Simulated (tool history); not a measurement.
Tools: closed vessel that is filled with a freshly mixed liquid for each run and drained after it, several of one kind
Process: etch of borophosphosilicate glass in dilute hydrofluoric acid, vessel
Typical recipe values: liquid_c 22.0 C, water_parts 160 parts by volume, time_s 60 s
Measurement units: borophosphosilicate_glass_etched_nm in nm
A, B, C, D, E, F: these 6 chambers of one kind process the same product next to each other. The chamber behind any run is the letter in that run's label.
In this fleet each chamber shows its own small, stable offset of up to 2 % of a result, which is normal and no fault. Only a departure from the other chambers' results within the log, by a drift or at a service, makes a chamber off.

| run | hour | liquid_c | water_parts | time_s | hours since the thermometer was replaced | hours since the hydrofluoric acid flow meter was replaced | read-back film thickness of the borophosphosilicate glass reference wafer, read on the same gauge (nm) | borophosphosilicate_glass_etched_nm |
|---|---|---|---|---|---|---|---|---|
| 1B | 4.3 | 22.0 | 160 | 60 | 1109.0 | 1528.0 | 119.98 | 13.8480 |
| 2F | 9.3 | 22.0 | 160 | 60 | 125.9 | 1694.3 | 120.05 | 13.5420 |
| 3D | 15.7 | 22.0 | 160 | 60 | 2312.9 | 110.0 | 120.01 | 13.7960 |
| 4E | 21.5 | 22.0 | 160 | 60 | 1011.7 | 187.2 | 120.04 | 13.8710 |
| 5A | 24.9 | 22.0 | 160 | 60 | 1673.4 | 418.2 | 119.99 | 13.7740 |
|  | 27.7 | chamber D: thermometer replaced |
| 6C | 31.8 | 18.5 | 160 | 60 | 239.3 | 601.9 | 120.00 | 11.9180 |
| 7C | 36.0 | 18.5 | 160 | 60 | 243.5 | 606.1 | 120.04 | 11.9140 |
| 8A | 41.1 | 18.5 | 160 | 60 | 1689.6 | 434.4 | 120.02 | 12.2420 |
| 9F | 45.7 | 18.5 | 160 | 60 | 162.3 | 1730.7 | 119.98 | 11.9200 |
| 10D | 50.2 | 18.5 | 160 | 60 | 22.5 | 144.5 | 120.01 | 12.0020 |
| 11B | 54.1 | 18.5 | 160 | 60 | 1158.8 | 1577.8 | 120.01 | 11.9950 |
| 12E | 59.5 | 22.0 | 160 | 60 | 1049.7 | 225.2 | 119.97 | 13.8710 |
| 13D | 65.4 | 22.0 | 160 | 60 | 37.7 | 159.7 | 120.04 | 13.8930 |
| 14B | 71.6 | 22.0 | 160 | 60 | 1176.3 | 1595.3 | 119.99 | 13.6560 |
| 15E | 77.3 | 22.0 | 160 | 75 | 1067.5 | 243.0 | 119.95 | 17.4110 |
| 16C | 82.2 | 22.0 | 160 | 75 | 289.7 | 652.3 | 119.99 | 17.3780 |
| 17F | 85.8 | 22.0 | 160 | 75 | 202.4 | 1770.8 | 119.99 | 16.9930 |
| 18A | 92.5 | 22.0 | 160 | 75 | 1741.0 | 485.8 | 119.95 | 17.1360 |
| 19D | 98.6 | 22.0 | 160 | 75 | 70.9 | 192.9 | 120.01 | 17.2170 |
| 20C | 104.5 | 22.0 | 160 | 75 | 312.0 | 674.6 | 119.99 | 17.5640 |
| 21A | 109.1 | 22.0 | 160 | 60 | 1757.6 | 502.4 | 120.03 | 13.6780 |
| 22E | 115.3 | 22.0 | 160 | 60 | 1105.5 | 281.0 | 119.96 | 13.8070 |
| 23F | 121.5 | 22.0 | 160 | 60 | 238.1 | 1806.5 | 120.02 | 13.7840 |
| 24B | 126.4 | 22.0 | 160 | 60 | 1231.1 | 1650.1 | 120.00 | 13.9280 |
| 25F | 131.0 | 22.0 | 160 | 60 | 247.6 | 1816.0 | 119.99 | 13.7160 |
| 26C | 136.3 | 26.5 | 160 | 35 | 343.8 | 706.4 | 120.00 | 9.9485 |
| 27B | 141.0 | 26.5 | 160 | 35 | 1245.7 | 1664.7 | 120.05 | 9.3564 |
| 28D | 145.0 | 26.5 | 160 | 35 | 117.3 | 239.3 | 119.99 | 9.6115 |
| 29A | 152.1 | 26.5 | 160 | 35 | 1800.6 | 545.4 | 120.03 | 9.5803 |
| 30E | 159.0 | 26.5 | 160 | 35 | 1149.2 | 324.7 | 119.99 | 9.5832 |
| 31D | 162.6 | 26.5 | 160 | 35 | 134.9 | 256.9 | 119.99 | 9.6000 |
| 32A | 170.1 | 22.0 | 160 | 60 | 1818.6 | 563.4 | 119.97 | 13.8880 |
| 33E | 177.2 | 22.0 | 160 | 60 | 1167.4 | 342.9 | 120.03 | 13.9890 |
| 34B | 180.6 | 22.0 | 160 | 60 | 1285.3 | 1704.3 | 119.99 | 13.7720 |
| 35C | 185.0 | 22.0 | 160 | 60 | 392.5 | 755.1 | 120.01 | 14.8810 |
| 36F | 192.1 | 22.0 | 160 | 60 | 308.7 | 1877.1 | 119.94 | 13.5570 |
| 37C | 197.4 | 22.0 | 160 | 60 | 404.9 | 767.5 | 120.01 | 15.0020 |

Decide between three cases: one chamber stands off from its peers, the gauge reading all wafers drifts, or nothing is wrong past each chamber's small offset. Where a chamber is off, say which and what most likely put it there.

Chamber C drifts away from the others.
Cause: liquid hotter than its thermometer reads (K) = 2.56.
It could be hard to tell apart here from: hydrofluoric acid flow above the setpoint (%).

Here are 4 candidates for chamber C's next run, each the usual settings with a change, their results left as question marks. Which one brings its results back in line with what the others give on the usual settings?
In line here means within this much of the mean the other chambers give on the usual settings: borophosphosilicate_glass_etched_nm 0.3800 nm
| 38C-1 | 202.8 | 22.0 | 160 | 55 |  |  |  | ? |
| 38C-2 | 202.8 | 22.0 | 160 | 65 |  |  |  | ? |
| 38C-3 | 202.8 | 22.0 | 165 | 60 |  |  |  | ? |
| 38C-4 | 202.8 | 22.0 | 155 | 60 |  |  |  | ? |

Usual-settings mean across the other chambers: borophosphosilicate_glass_etched_nm 13.7840 nm
| run | borophosphosilicate_glass_etched_nm |
|---|---|
| 38C-1 | 13.6900 |
| 38C-2 | 16.1790 |
| 38C-3 | 14.3980 |
| 38C-4 | 15.5060 |
Change 38C-1 lands the chamber within the allowed miss of the other chambers.

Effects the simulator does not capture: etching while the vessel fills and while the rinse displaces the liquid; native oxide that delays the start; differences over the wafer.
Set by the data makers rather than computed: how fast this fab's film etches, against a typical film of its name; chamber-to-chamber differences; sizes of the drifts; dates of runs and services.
